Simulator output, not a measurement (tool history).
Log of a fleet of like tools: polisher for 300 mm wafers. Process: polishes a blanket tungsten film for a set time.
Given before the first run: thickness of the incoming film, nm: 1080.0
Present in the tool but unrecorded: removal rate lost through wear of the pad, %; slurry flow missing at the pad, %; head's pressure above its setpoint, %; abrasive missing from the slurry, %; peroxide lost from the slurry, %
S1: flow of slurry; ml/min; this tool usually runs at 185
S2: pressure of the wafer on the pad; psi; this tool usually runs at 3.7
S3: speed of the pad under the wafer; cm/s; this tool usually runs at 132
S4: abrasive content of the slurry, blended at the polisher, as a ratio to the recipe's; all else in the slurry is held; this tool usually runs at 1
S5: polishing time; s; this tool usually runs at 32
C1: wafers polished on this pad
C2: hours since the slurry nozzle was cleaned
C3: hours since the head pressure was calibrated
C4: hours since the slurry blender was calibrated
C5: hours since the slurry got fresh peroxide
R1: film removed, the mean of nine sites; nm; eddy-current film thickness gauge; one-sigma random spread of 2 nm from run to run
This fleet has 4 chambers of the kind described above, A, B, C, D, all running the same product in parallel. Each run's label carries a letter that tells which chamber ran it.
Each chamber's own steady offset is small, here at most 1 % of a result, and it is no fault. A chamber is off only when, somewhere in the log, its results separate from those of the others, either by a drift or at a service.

{"day": 0.025, "done": "chamber A: slurry blender recalibrated"}
{"day": 0.279, "done": "chamber D: worn pad replaced by a new one"}
{"run": "1B", "day": 0.392, "S1": 185, "S2": 3.7, "S3": 132, "S4": 1, "S5": 32, "C1": 397, "C2": 338.7, "C3": 547.1, "C4": 151.6, "C5": 17.4, "R1": 234.71}
{"day": 0.483, "done": "chamber C: slurry blender recalibrated"}
{"run": "2A", "day": 1.021, "S1": 185, "S2": 3.7, "S3": 132, "S4": 1, "S5": 32, "C1": 1175, "C2": 300.1, "C3": 215.6, "C4": 24, "C5": 34.2, "R1": 239.5}
{"run": "3C", "day": 1.483, "S1": 185, "S2": 3.7, "S3": 132, "S4": 1, "S5": 32, "C1": 820, "C2": 198.1, "C3": 257.3, "C4": 24, "C5": 128, "R1": 236.9}
{"day": 1.525, "done": "chamber A: worn pad replaced by a new one"}
{"run": "4D", "day": 1.762, "S1": 185, "S2": 3.7, "S3": 132, "S4": 1, "S5": 32, "C1": 414, "C2": 295.8, "C3": 542.5, "C4": 52.3, "C5": 117.3, "R1": 235.69}
{"day": 2.167, "done": "chamber A: slurry nozzle cleaned"}
{"day": 2.317, "done": "chamber B: worn pad replaced by a new one"}
{"run": "5C", "day": 2.354, "S1": 185, "S2": 3.7, "S3": 132, "S4": 1, "S5": 32, "C1": 1062, "C2": 219, "C3": 278.2, "C4": 44.9, "C5": 148.9, "R1": 235.69}
{"run": "6B", "day": 2.775, "S1": 185, "S2": 3.7, "S3": 132, "S4": 1, "S5": 32, "C1": 128, "C2": 395.9, "C3": 604.3, "C4": 208.8, "C5": 74.6, "R1": 236.83}
{"run": "7A", "day": 3.092, "S1": 185, "S2": 3.7, "S3": 132, "S4": 1, "S5": 32, "C1": 436, "C2": 22.3, "C3": 265.3, "C4": 73.7, "C5": 83.9, "R1": 240.31}
{"day": 3.404, "done": "chamber D: worn pad replaced by a new one"}
{"day": 3.471, "done": "chamber D: slurry tank refilled with fresh slurry and peroxide"}
{"day": 3.488, "done": "chamber B: slurry blender recalibrated"}
{"run": "8D", "day": 3.558, "S1": 185, "S2": 3.7, "S3": 132, "S4": 1, "S5": 32, "C1": 43, "C2": 338.9, "C3": 585.6, "C4": 95.4, "C5": 2.1, "R1": 239.71}
{"run": "9A", "day": 4.112, "S1": 185, "S2": 3.7, "S3": 132, "S4": 1, "S5": 32, "C1": 720, "C2": 46.8, "C3": 289.8, "C4": 98.2, "C5": 108.4, "R1": 237.08}
{"day": 4.271, "done": "chamber C: slurry nozzle cleaned"}
{"day": 4.271, "done": "chamber C: slurry tank refilled with fresh slurry and peroxide"}
{"run": "10C", "day": 4.421, "S1": 185, "S2": 3.7, "S3": 132, "S4": 1, "S5": 32, "C1": 1638, "C2": 3.7, "C3": 327.8, "C4": 94.5, "C5": 3.6, "R1": 241.24}
{"day": 4.892, "done": "chamber A: slurry tank refilled with fresh slurry and peroxide"}
{"run": "11B", "day": 4.954, "S1": 185, "S2": 3.7, "S3": 132, "S4": 1, "S5": 32, "C1": 735, "C2": 448.2, "C3": 656.6, "C4": 35.2, "C5": 126.9, "R1": 236.96}
{"day": 5.162, "done": "chamber B: worn pad replaced by a new one"}
{"run": "12D", "day": 5.6, "S1": 205, "S2": 4.2, "S3": 132, "S4": 1, "S5": 32, "C1": 612, "C2": 387.9, "C3": 634.6, "C4": 144.4, "C5": 51.1, "R1": 275.63}
{"day": 5.729, "done": "chamber B: slurry tank refilled with fresh slurry and peroxide"}
{"day": 6.146, "done": "chamber A: worn pad replaced by a new one"}
{"run": "13B", "day": 6.208, "S1": 205, "S2": 4.2, "S3": 132, "S4": 1, "S5": 32, "C1": 291, "C2": 478.3, "C3": 686.7, "C4": 65.3, "C5": 11.5, "R1": 275.74}
{"day": 6.692, "done": "chamber C: slurry blender recalibrated"}
{"run": "14A", "day": 6.729, "S1": 205, "S2": 4.2, "S3": 132, "S4": 1, "S5": 32, "C1": 163, "C2": 109.6, "C3": 352.6, "C4": 161, "C5": 44.1, "R1": 271.96}
{"day": 6.879, "done": "chamber D: worn pad replaced by a new one"}
{"run": "15D", "day": 7.038, "S1": 205, "S2": 4.2, "S3": 132, "S4": 1, "S5": 32, "C1": 44, "C2": 422.4, "C3": 669.1, "C4": 178.9, "C5": 85.6, "R1": 269.9}
{"run": "16C", "day": 7.683, "S1": 185, "S2": 3.7, "S3": 132, "S4": 1, "S5": 32, "C1": 2546, "C2": 82, "C3": 406.1, "C4": 23.9, "C5": 81.9, "R1": 235.45}
{"run": "17B", "day": 8.25, "S1": 185, "S2": 3.7, "S3": 132, "S4": 1, "S5": 32, "C1": 859, "C2": 527.3, "C3": 735.7, "C4": 114.3, "C5": 60.5, "R1": 242.11}
{"day": 8.454, "done": "chamber B: worn pad replaced by a new one"}
{"day": 8.504, "done": "chamber B: head pressure recalibrated"}
{"run": "18D", "day": 8.896, "S1": 185, "S2": 3.7, "S3": 132, "S4": 1, "S5": 32, "C1": 561, "C2": 467, "C3": 713.7, "C4": 223.5, "C5": 130.2, "R1": 238.38}
{"run": "19C", "day": 9.254, "S1": 125, "S2": 3.7, "S3": 132, "S4": 1, "S5": 32, "C1": 2984, "C2": 119.7, "C3": 443.8, "C4": 61.6, "C5": 119.6, "R1": 217.62}
{"day": 9.346, "done": "chamber A: slurry tank refilled with fresh slurry and peroxide"}
{"day": 9.554, "done": "chamber B: slurry nozzle cleaned"}
{"day": 9.721, "done": "chamber D: worn pad replaced by a new one"}
{"run": "20A", "day": 9.808, "S1": 125, "S2": 3.7, "S3": 132, "S4": 1, "S5": 32, "C1": 1020, "C2": 183.5, "C3": 426.5, "C4": 234.9, "C5": 11.1, "R1": 222.15}
{"run": "21C", "day": 10.204, "S1": 125, "S2": 3.7, "S3": 132, "S4": 1, "S5": 32, "C1": 3248, "C2": 142.5, "C3": 466.6, "C4": 84.4, "C5": 142.4, "R1": 212.03}
{"run": "22B", "day": 10.7, "S1": 125, "S2": 3.7, "S3": 132, "S4": 1, "S5": 32, "C1": 626, "C2": 27.5, "C3": 52.8, "C4": 173.1, "C5": 119.3, "R1": 217.37}
{"day": 10.808, "done": "chamber D: slurry tank refilled with fresh slurry and peroxide"}
{"day": 11.092, "done": "chamber A: worn pad replaced by a new one"}
{"run": "23D", "day": 11.221, "S1": 185, "S2": 3.7, "S3": 132, "S4": 1, "S5": 32, "C1": 418, "C2": 522.8, "C3": 769.5, "C4": 279.3, "C5": 9.9, "R1": 236.98}
{"day": 11.279, "done": "chamber B: slurry tank refilled with fresh slurry and peroxide"}
{"day": 11.288, "done": "chamber C: slurry tank refilled with fresh slurry and peroxide"}
{"day": 11.762, "done": "chamber B: slurry blender recalibrated"}
{"day": 11.8, "done": "chamber C: slurry blender recalibrated"}
{"run": "24A", "day": 11.817, "S1": 235, "S2": 3.7, "S3": 94, "S4": 1, "S5": 32, "C1": 202, "C2": 231.7, "C3": 474.7, "C4": 283.1, "C5": 59.3, "R1": 173.41}
{"day": 11.9, "done": "chamber D: slurry blender recalibrated"}
{"day": 11.946, "done": "chamber B: worn pad replaced by a new one"}
{"run": "25A", "day": 12.25, "S1": 235, "S2": 3.7, "S3": 94, "S4": 1, "S5": 32, "C1": 322, "C2": 242.1, "C3": 485.1, "C4": 293.5, "C5": 69.7, "R1": 169.87}
{"day": 12.525, "done": "chamber D: worn pad replaced by a new one"}
{"run": "26C", "day": 12.754, "S1": 235, "S2": 3.7, "S3": 94, "S4": 1, "S5": 32, "C1": 3958, "C2": 203.7, "C3": 527.8, "C4": 23, "C5": 35.2, "R1": 165.35}
{"run": "27B", "day": 13.392, "S1": 235, "S2": 3.7, "S3": 94, "S4": 1, "S5": 32, "C1": 402, "C2": 92.1, "C3": 117.4, "C4": 39.2, "C5": 50.7, "R1": 173.26}
{"run": "28D", "day": 13.983, "S1": 185, "S2": 3.7, "S3": 132, "S4": 1, "S5": 32, "C1": 406, "C2": 589.1, "C3": 835.8, "C4": 50, "C5": 76.2, "R1": 235.93}
{"run": "29B", "day": 14.583, "S1": 185, "S2": 3.7, "S3": 132, "S4": 1, "S5": 32, "C1": 734, "C2": 120.7, "C3": 146, "C4": 67.8, "C5": 79.3, "R1": 238.95}
{"run": "30D", "day": 14.946, "S1": 185, "S2": 3.7, "S3": 132, "S4": 1, "S5": 32, "C1": 674, "C2": 612.2, "C3": 858.9, "C4": 73.1, "C5": 99.3, "R1": 238.38}
{"run": "31C", "day": 15.317, "S1": 185, "S2": 3.7, "S3": 132, "S4": 1, "S5": 32, "C1": 4672, "C2": 265.2, "C3": 589.3, "C4": 84.5, "C5": 96.7, "R1": 220.07}

Next, all 4 chambers run the settings below, one line each with question marks for the results. What does each chamber give?
{"run": "32A", "day": 15.788, "S1": 185, "S2": 2.4, "S3": 132, "S4": 1, "S5": 32, "R1": "?"}
{"run": "32B", "day": 15.788, "S1": 185, "S2": 2.4, "S3": 132, "S4": 1, "S5": 32, "R1": "?"}
{"run": "32C", "day": 15.788, "S1": 185, "S2": 2.4, "S3": 132, "S4": 1, "S5": 32, "R1": "?"}
{"run": "32D", "day": 15.788, "S1": 185, "S2": 2.4, "S3": 132, "S4": 1, "S5": 32, "R1": "?"}

run=32A R1=153.35
run=32B R1=152.67
run=32C R1=140.44
run=32D R1=152.97

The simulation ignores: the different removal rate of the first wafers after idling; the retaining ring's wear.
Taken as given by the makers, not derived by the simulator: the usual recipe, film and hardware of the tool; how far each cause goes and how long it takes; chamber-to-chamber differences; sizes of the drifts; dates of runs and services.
